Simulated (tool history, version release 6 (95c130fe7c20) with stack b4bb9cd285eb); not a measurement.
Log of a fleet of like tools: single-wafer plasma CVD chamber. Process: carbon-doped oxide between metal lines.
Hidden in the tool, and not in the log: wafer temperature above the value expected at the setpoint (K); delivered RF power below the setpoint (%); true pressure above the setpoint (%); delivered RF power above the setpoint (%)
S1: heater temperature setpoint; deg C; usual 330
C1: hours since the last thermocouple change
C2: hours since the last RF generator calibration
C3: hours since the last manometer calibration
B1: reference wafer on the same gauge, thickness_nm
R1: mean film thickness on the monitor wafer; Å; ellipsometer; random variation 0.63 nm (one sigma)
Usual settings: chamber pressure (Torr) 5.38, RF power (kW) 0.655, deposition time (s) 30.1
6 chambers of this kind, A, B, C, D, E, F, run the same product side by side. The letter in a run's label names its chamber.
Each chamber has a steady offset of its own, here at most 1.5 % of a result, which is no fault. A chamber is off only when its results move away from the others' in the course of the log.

{"hour": 3.2, "done": "chamber C: capacitance manometer re-zeroed and calibrated"}
{"run": "1A", "hour": 3.8, "S1": 330, "chamber pressure (Torr)": 5.38, "RF power (kW)": 0.655, "deposition time (s)": 30.1, "C1": 1748.8, "C2": 1005.7, "C3": 2157.8, "B1": 211.92, "R1": 1936.4}
{"run": "2D", "hour": 8.2, "S1": 330, "chamber pressure (Torr)": 5.38, "RF power (kW)": 0.655, "deposition time (s)": 30.1, "C1": 301.4, "C2": 982.8, "C3": 217, "B1": 211.99, "R1": 1953.6}
{"run": "3F", "hour": 15.3, "S1": 330, "chamber pressure (Torr)": 5.38, "RF power (kW)": 0.655, "deposition time (s)": 30.1, "C1": 412.3, "C2": 890.8, "C3": 1577.7, "B1": 211.82, "R1": 1944.5}
{"run": "4E", "hour": 20.8, "S1": 330, "chamber pressure (Torr)": 5.38, "RF power (kW)": 0.655, "deposition time (s)": 30.1, "C1": 398.3, "C2": 1598.7, "C3": 1227.3, "B1": 211.89, "R1": 1945.8}
{"run": "5B", "hour": 26.8, "S1": 330, "chamber pressure (Torr)": 5.38, "RF power (kW)": 0.655, "deposition time (s)": 30.1, "C1": 628, "C2": 1273.5, "C3": 325.1, "B1": 211.97, "R1": 1964.1}
{"run": "6C", "hour": 30.9, "S1": 330, "chamber pressure (Torr)": 5.38, "RF power (kW)": 0.655, "deposition time (s)": 30.1, "C1": 1096, "C2": 337.3, "C3": 27.8, "B1": 211.96, "R1": 1960.3}
{"run": "7F", "hour": 35.7, "S1": 330, "chamber pressure (Torr)": 5.38, "RF power (kW)": 0.655, "deposition time (s)": 30.1, "C1": 432.7, "C2": 911.2, "C3": 1598.1, "B1": 212.11, "R1": 1942}
{"run": "8C", "hour": 43.7, "S1": 330, "chamber pressure (Torr)": 5.38, "RF power (kW)": 0.655, "deposition time (s)": 30.1, "C1": 1108.8, "C2": 350.1, "C3": 40.6, "B1": 212.06, "R1": 1957.1}
{"run": "9A", "hour": 48.8, "S1": 330, "chamber pressure (Torr)": 5.38, "RF power (kW)": 0.655, "deposition time (s)": 30.1, "C1": 1793.8, "C2": 1050.7, "C3": 2202.8, "B1": 212.13, "R1": 1942.3}
{"run": "10E", "hour": 53.1, "S1": 330, "chamber pressure (Torr)": 5.38, "RF power (kW)": 0.655, "deposition time (s)": 30.1, "C1": 430.6, "C2": 1631, "C3": 1259.6, "B1": 212.02, "R1": 1941.2}
{"run": "11D", "hour": 59.1, "S1": 319, "chamber pressure (Torr)": 6.45, "RF power (kW)": 0.655, "deposition time (s)": 30.1, "C1": 352.3, "C2": 1033.7, "C3": 267.9, "B1": 211.99, "R1": 2074.4}
{"run": "12B", "hour": 67.3, "S1": 319, "chamber pressure (Torr)": 6.45, "RF power (kW)": 0.655, "deposition time (s)": 30.1, "C1": 668.5, "C2": 1314, "C3": 365.6, "B1": 211.97, "R1": 2108.5}
{"run": "13D", "hour": 73.7, "S1": 319, "chamber pressure (Torr)": 6.45, "RF power (kW)": 0.655, "deposition time (s)": 30.1, "C1": 366.9, "C2": 1048.3, "C3": 282.5, "B1": 211.97, "R1": 2067.3}
{"run": "14E", "hour": 79.3, "S1": 319, "chamber pressure (Torr)": 6.45, "RF power (kW)": 0.655, "deposition time (s)": 30.1, "C1": 456.8, "C2": 1657.2, "C3": 1285.8, "B1": 212.07, "R1": 2062.6}
{"run": "15F", "hour": 83.7, "S1": 319, "chamber pressure (Torr)": 6.45, "RF power (kW)": 0.655, "deposition time (s)": 30.1, "C1": 480.7, "C2": 959.2, "C3": 1646.1, "B1": 212.09, "R1": 2037.5}
{"run": "16A", "hour": 88.6, "S1": 319, "chamber pressure (Torr)": 6.45, "RF power (kW)": 0.655, "deposition time (s)": 30.1, "C1": 1833.6, "C2": 1090.5, "C3": 2242.6, "B1": 211.87, "R1": 2066.2}
{"run": "17C", "hour": 92.5, "S1": 330, "chamber pressure (Torr)": 5.38, "RF power (kW)": 0.655, "deposition time (s)": 30.1, "C1": 1157.6, "C2": 398.9, "C3": 89.4, "B1": 212.08, "R1": 1960.6}
{"hour": 95.0, "done": "chamber A: RF generator calibrated"}
{"run": "18B", "hour": 99.5, "S1": 330, "chamber pressure (Torr)": 5.38, "RF power (kW)": 0.655, "deposition time (s)": 30.1, "C1": 700.7, "C2": 1346.2, "C3": 397.8, "B1": 211.91, "R1": 1982.3}
{"run": "19F", "hour": 106.5, "S1": 336, "chamber pressure (Torr)": 5.38, "RF power (kW)": 0.705, "deposition time (s)": 30.1, "C1": 503.5, "C2": 982, "C3": 1668.9, "B1": 212.05, "R1": 1967.6}
{"run": "20B", "hour": 114.2, "S1": 336, "chamber pressure (Torr)": 5.38, "RF power (kW)": 0.705, "deposition time (s)": 30.1, "C1": 715.4, "C2": 1360.9, "C3": 412.5, "B1": 212.14, "R1": 2030.1}
{"run": "21A", "hour": 119.6, "S1": 336, "chamber pressure (Torr)": 5.38, "RF power (kW)": 0.705, "deposition time (s)": 30.1, "C1": 1864.6, "C2": 24.7, "C3": 2273.6, "B1": 211.95, "R1": 2008.4}
{"run": "22D", "hour": 124.1, "S1": 336, "chamber pressure (Torr)": 5.38, "RF power (kW)": 0.705, "deposition time (s)": 30.1, "C1": 417.3, "C2": 1098.7, "C3": 332.9, "B1": 212.02, "R1": 2008}
{"run": "23C", "hour": 130.5, "S1": 336, "chamber pressure (Torr)": 5.38, "RF power (kW)": 0.705, "deposition time (s)": 30.1, "C1": 1195.6, "C2": 436.9, "C3": 127.4, "B1": 212.02, "R1": 2008.7}
{"run": "24E", "hour": 137.3, "S1": 336, "chamber pressure (Torr)": 5.38, "RF power (kW)": 0.705, "deposition time (s)": 30.1, "C1": 514.8, "C2": 1715.2, "C3": 1343.8, "B1": 212.02, "R1": 1999.4}
{"run": "25A", "hour": 141.2, "S1": 330, "chamber pressure (Torr)": 5.38, "RF power (kW)": 0.655, "deposition time (s)": 30.1, "C1": 1886.2, "C2": 46.3, "C3": 2295.2, "B1": 211.94, "R1": 1959.2}
{"run": "26C", "hour": 148.7, "S1": 330, "chamber pressure (Torr)": 5.38, "RF power (kW)": 0.655, "deposition time (s)": 30.1, "C1": 1213.8, "C2": 455.1, "C3": 145.6, "B1": 212.06, "R1": 1956.5}
{"run": "27E", "hour": 156.7, "S1": 330, "chamber pressure (Torr)": 4.52, "RF power (kW)": 0.655, "deposition time (s)": 24.5, "C1": 534.2, "C2": 1734.6, "C3": 1363.2, "B1": 211.95, "R1": 1549.1}
{"run": "28D", "hour": 161.5, "S1": 330, "chamber pressure (Torr)": 4.52, "RF power (kW)": 0.655, "deposition time (s)": 24.5, "C1": 454.7, "C2": 1136.1, "C3": 370.3, "B1": 211.95, "R1": 1555.3}
{"run": "29F", "hour": 167.3, "S1": 330, "chamber pressure (Torr)": 4.52, "RF power (kW)": 0.655, "deposition time (s)": 24.5, "C1": 564.3, "C2": 1042.8, "C3": 1729.7, "B1": 212, "R1": 1510.6}
{"run": "30B", "hour": 174.6, "S1": 330, "chamber pressure (Torr)": 4.52, "RF power (kW)": 0.655, "deposition time (s)": 24.5, "C1": 775.8, "C2": 1421.3, "C3": 472.9, "B1": 212.11, "R1": 1570.3}
{"run": "31C", "hour": 180.0, "S1": 330, "chamber pressure (Torr)": 4.52, "RF power (kW)": 0.655, "deposition time (s)": 24.5, "C1": 1245.1, "C2": 486.4, "C3": 176.9, "B1": 211.86, "R1": 1564.8}
{"run": "32E", "hour": 188.6, "S1": 330, "chamber pressure (Torr)": 4.52, "RF power (kW)": 0.655, "deposition time (s)": 24.5, "C1": 566.1, "C2": 1766.5, "C3": 1395.1, "B1": 211.97, "R1": 1552.2}
{"run": "33F", "hour": 194.8, "S1": 330, "chamber pressure (Torr)": 5.38, "RF power (kW)": 0.655, "deposition time (s)": 30.1, "C1": 591.8, "C2": 1070.3, "C3": 1757.2, "B1": 212.09, "R1": 1887.2}
{"run": "34B", "hour": 201.2, "S1": 330, "chamber pressure (Torr)": 5.38, "RF power (kW)": 0.545, "deposition time (s)": 34.6, "C1": 802.4, "C2": 1447.9, "C3": 499.5, "B1": 211.91, "R1": 2021.3}
{"run": "35D", "hour": 208.2, "S1": 330, "chamber pressure (Torr)": 5.38, "RF power (kW)": 0.545, "deposition time (s)": 34.6, "C1": 501.4, "C2": 1182.8, "C3": 417, "B1": 212.05, "R1": 1999.1}
{"run": "36A", "hour": 212.3, "S1": 330, "chamber pressure (Torr)": 5.38, "RF power (kW)": 0.545, "deposition time (s)": 34.6, "C1": 1957.3, "C2": 117.4, "C3": 2366.3, "B1": 212.03, "R1": 2002.5}

All 6 chambers run these settings next. Forecast each chamber's results:
{"run": "37A", "hour": 218.4, "S1": 330, "chamber pressure (Torr)": 5.38, "RF power (kW)": 0.71, "deposition time (s)": 30.1, "R1": "?"}
{"run": "37B", "hour": 218.4, "S1": 330, "chamber pressure (Torr)": 5.38, "RF power (kW)": 0.71, "deposition time (s)": 30.1, "R1": "?"}
{"run": "37C", "hour": 218.4, "S1": 330, "chamber pressure (Torr)": 5.38, "RF power (kW)": 0.71, "deposition time (s)": 30.1, "R1": "?"}
{"run": "37D", "hour": 218.4, "S1": 330, "chamber pressure (Torr)": 5.38, "RF power (kW)": 0.71, "deposition time (s)": 30.1, "R1": "?"}
{"run": "37E", "hour": 218.4, "S1": 330, "chamber pressure (Torr)": 5.38, "RF power (kW)": 0.71, "deposition time (s)": 30.1, "R1": "?"}
{"run": "37F", "hour": 218.4, "S1": 330, "chamber pressure (Torr)": 5.38, "RF power (kW)": 0.71, "deposition time (s)": 30.1, "R1": "?"}

run=37A R1=2041.5
run=37B R1=2074.7
run=37C R1=2064.1
run=37D R1=2053.9
run=37E R1=2049.8
run=37F R1=1978

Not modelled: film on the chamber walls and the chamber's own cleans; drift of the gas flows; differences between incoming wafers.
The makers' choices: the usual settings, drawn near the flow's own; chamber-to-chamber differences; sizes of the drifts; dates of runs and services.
